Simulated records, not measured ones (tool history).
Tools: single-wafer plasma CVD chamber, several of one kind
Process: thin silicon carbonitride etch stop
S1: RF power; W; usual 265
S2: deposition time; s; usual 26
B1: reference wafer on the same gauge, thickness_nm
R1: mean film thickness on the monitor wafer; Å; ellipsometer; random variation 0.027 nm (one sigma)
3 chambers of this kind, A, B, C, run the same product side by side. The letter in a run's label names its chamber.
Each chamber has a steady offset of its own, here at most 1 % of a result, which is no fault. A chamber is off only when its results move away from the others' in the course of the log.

| run | hour | S1 | S2 | B1 | R1 |
|---|---|---|---|---|---|
| 1C | 10.9 | 265 | 26 | 17.6 | 162.62 |
| 2B | 26.7 | 265 | 26 | 17.601 | 162.8 |
| 3A | 38.3 | 265 | 26 | 17.617 | 162.02 |
| 4C | 52.3 | 265 | 26 | 17.608 | 162.7 |
| 5B | 62 | 265 | 21 | 17.616 | 131.17 |
| 6A | 71.2 | 265 | 21 | 17.617 | 130.5 |
| 7C | 79.6 | 265 | 21 | 17.611 | 131.22 |
| 8A | 86.6 | 265 | 26 | 17.62 | 161.76 |
| 9B | 97.8 | 265 | 26 | 17.623 | 162.81 |
| 10B | 105.8 | 305 | 23.3 | 17.623 | 151.72 |
| 11C | 118.6 | 305 | 23.3 | 17.627 | 151.33 |
| 12A | 126.1 | 305 | 23.3 | 17.628 | 151 |
| 13C | 140.7 | 265 | 26 | 17.635 | 162.3 |
| 14A | 153.8 | 265 | 26 | 17.637 | 162 |
| 15B | 161 | 265 | 28.6 | 17.645 | 178.94 |
| 16B | 170.9 | 265 | 28.6 | 17.65 | 179.16 |
| 17A | 178.9 | 265 | 28.6 | 17.647 | 177.61 |
| 18C | 192.3 | 265 | 26 | 17.64 | 162.45 |
| 19C | 204 | 265 | 26 | 17.648 | 162.9 |
|  | 217.8 | chamber C: RF generator calibrated |
| 20A | 220 | 295 | 30 | 17.648 | 193.3 |
| 21B | 231.1 | 295 | 30 | 17.663 | 193.57 |
| 22B | 246.2 | 295 | 30 | 17.656 | 194.26 |
| 23A | 258.6 | 265 | 26 | 17.665 | 161.82 |
| 24C | 269.1 | 265 | 26 | 17.67 | 162.63 |
| 25C | 282 | 265 | 26 | 17.67 | 162.99 |
| 26B | 293.2 | 300 | 21 | 17.675 | 136.99 |
| 27A | 304.4 | 300 | 21 | 17.676 | 135.84 |
| 28C | 311.3 | 300 | 21 | 17.679 | 136.25 |
| 29A | 327.4 | 265 | 26 | 17.681 | 162.48 |
| 30B | 340.4 | 265 | 26 | 17.68 | 162.95 |
| 31C | 350.2 | 265 | 26 | 17.69 | 162.58 |
| 32A | 362.5 | 265 | 26 | 17.69 | 161.93 |
| 33B | 374 | 265 | 26 | 17.685 | 163.7 |
| 34C | 389.5 | 265 | 26 | 17.695 | 163.11 |
|  | 395.5 | chamber B: RF generator calibrated |
| 35B | 405 | 305 | 22.1 | 17.698 | 144.39 |
| 36A | 420 | 305 | 22.1 | 17.702 | 143.64 |
| 37B | 429.8 | 305 | 22.1 | 17.702 | 145.24 |
| 38C | 440.9 | 265 | 26 | 17.704 | 162.96 |
| 39A | 449.1 | 265 | 26 | 17.715 | 162.69 |
| 40A | 460.3 | 265 | 26 | 17.713 | 162.35 |
| 41B | 475.2 | 305 | 26 | 17.713 | 170.64 |

All 3 chambers run these settings next. Forecast each chamber's results:
| 42A | 486.7 | 265 | 26 |  | ? |
| 42B | 486.7 | 265 | 26 |  | ? |
| 42C | 486.7 | 265 | 26 |  | ? |

| run | R1 |
|---|---|
| 42A | 162.74 |
| 42B | 163.73 |
| 42C | 163.29 |
